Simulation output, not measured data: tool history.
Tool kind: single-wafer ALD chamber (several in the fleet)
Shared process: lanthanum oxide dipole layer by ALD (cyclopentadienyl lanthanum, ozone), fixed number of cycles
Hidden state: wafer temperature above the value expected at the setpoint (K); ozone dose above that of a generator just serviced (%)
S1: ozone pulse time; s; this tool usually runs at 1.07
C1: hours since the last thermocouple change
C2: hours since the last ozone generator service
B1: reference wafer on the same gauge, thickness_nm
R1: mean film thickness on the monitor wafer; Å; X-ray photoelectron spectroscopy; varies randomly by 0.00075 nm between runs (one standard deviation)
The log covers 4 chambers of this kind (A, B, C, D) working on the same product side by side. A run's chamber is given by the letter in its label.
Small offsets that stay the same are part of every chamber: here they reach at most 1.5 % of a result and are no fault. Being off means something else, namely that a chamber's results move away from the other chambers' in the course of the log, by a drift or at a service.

{"run": "1A", "hour": 5.3, "S1": 1.07, "C1": 1063.1, "C2": 495.3, "B1": 0.4421, "R1": 5.1098}
{"run": "2C", "hour": 13.4, "S1": 1.07, "C1": 138, "C2": 1197.8, "B1": 0.44223, "R1": 5.0822}
{"run": "3D", "hour": 19.8, "S1": 1.07, "C1": 605.2, "C2": 238.4, "B1": 0.44228, "R1": 5.0406}
{"run": "4B", "hour": 29.8, "S1": 1.07, "C1": 1622.6, "C2": 477.1, "B1": 0.44231, "R1": 5.1211}
{"run": "5B", "hour": 34.3, "S1": 1.07, "C1": 1627.1, "C2": 481.6, "B1": 0.44254, "R1": 5.1304}
{"run": "6A", "hour": 42.1, "S1": 1.07, "C1": 1099.9, "C2": 532.1, "B1": 0.4424, "R1": 5.1009}
{"run": "7D", "hour": 48.7, "S1": 1.07, "C1": 634.1, "C2": 267.3, "B1": 0.44243, "R1": 5.0441}
{"run": "8C", "hour": 57.2, "S1": 1.07, "C1": 181.8, "C2": 1241.6, "B1": 0.44274, "R1": 5.0885}
{"run": "9A", "hour": 66.9, "S1": 1.07, "C1": 1124.7, "C2": 556.9, "B1": 0.44288, "R1": 5.1025}
{"run": "10D", "hour": 74.0, "S1": 0.75, "C1": 659.4, "C2": 292.6, "B1": 0.44297, "R1": 4.4292}
{"run": "11C", "hour": 79.4, "S1": 0.75, "C1": 204, "C2": 1263.8, "B1": 0.44287, "R1": 4.5123}
{"run": "12B", "hour": 86.2, "S1": 0.75, "C1": 1679, "C2": 533.5, "B1": 0.443, "R1": 4.5166}
{"run": "13B", "hour": 95.7, "S1": 0.75, "C1": 1688.5, "C2": 543, "B1": 0.443, "R1": 4.513}
{"run": "14D", "hour": 105.1, "S1": 1.07, "C1": 690.5, "C2": 323.7, "B1": 0.44317, "R1": 5.043}
{"run": "15A", "hour": 112.1, "S1": 1.3, "C1": 1169.9, "C2": 602.1, "B1": 0.44335, "R1": 5.3647}
{"run": "16C", "hour": 120.9, "S1": 1.3, "C1": 245.5, "C2": 1305.3, "B1": 0.44338, "R1": 5.3484}
{"run": "17B", "hour": 126.9, "S1": 1.3, "C1": 1719.7, "C2": 574.2, "B1": 0.44338, "R1": 5.3842}
{"hour": 132.0, "done": "chamber B: ozone generator serviced"}
{"run": "18C", "hour": 132.8, "S1": 1.3, "C1": 257.4, "C2": 1317.2, "B1": 0.44358, "R1": 5.3303}
{"run": "19A", "hour": 140.3, "S1": 1.07, "C1": 1198.1, "C2": 630.3, "B1": 0.44352, "R1": 5.1081}
{"run": "20D", "hour": 149.3, "S1": 1.07, "C1": 734.7, "C2": 367.9, "B1": 0.44371, "R1": 5.0329}
{"run": "21C", "hour": 153.7, "S1": 1.07, "C1": 278.3, "C2": 1338.1, "B1": 0.44363, "R1": 5.1069}
{"run": "22B", "hour": 161.4, "S1": 0.79, "C1": 1754.2, "C2": 29.4, "B1": 0.44366, "R1": 4.6282}
{"run": "23A", "hour": 167.2, "S1": 0.79, "C1": 1225, "C2": 657.2, "B1": 0.44376, "R1": 4.5839}
{"run": "24D", "hour": 176.6, "S1": 0.79, "C1": 762, "C2": 395.2, "B1": 0.44403, "R1": 4.5251}
{"run": "25B", "hour": 185.6, "S1": 0.79, "C1": 1778.4, "C2": 53.6, "B1": 0.44403, "R1": 4.6367}
{"run": "26A", "hour": 193.1, "S1": 1.07, "C1": 1250.9, "C2": 683.1, "B1": 0.44408, "R1": 5.1311}
{"run": "27C", "hour": 198.7, "S1": 1.07, "C1": 323.3, "C2": 1383.1, "B1": 0.44432, "R1": 5.1031}
{"run": "28D", "hour": 208.6, "S1": 0.8, "C1": 794, "C2": 427.2, "B1": 0.44429, "R1": 4.5638}
{"run": "29D", "hour": 215.2, "S1": 0.8, "C1": 800.6, "C2": 433.8, "B1": 0.44436, "R1": 4.5607}
{"run": "30A", "hour": 223.5, "S1": 0.8, "C1": 1281.3, "C2": 713.5, "B1": 0.44449, "R1": 4.6367}
{"run": "31B", "hour": 229.7, "S1": 0.8, "C1": 1822.5, "C2": 97.7, "B1": 0.44454, "R1": 4.6635}
{"run": "32C", "hour": 239.1, "S1": 1.07, "C1": 363.7, "C2": 1423.5, "B1": 0.44449, "R1": 5.1159}

Predict what each chamber gives when all 4 of them run the settings below next.
{"run": "33A", "hour": 246.3, "S1": 0.65, "R1": "?"}
{"run": "33B", "hour": 246.3, "S1": 0.65, "R1": "?"}
{"run": "33C", "hour": 246.3, "S1": 0.65, "R1": "?"}
{"run": "33D", "hour": 246.3, "S1": 0.65, "R1": "?"}

run=33A R1=4.2057
run=33B R1=4.2552
run=33C R1=4.2382
run=33D R1=4.1418
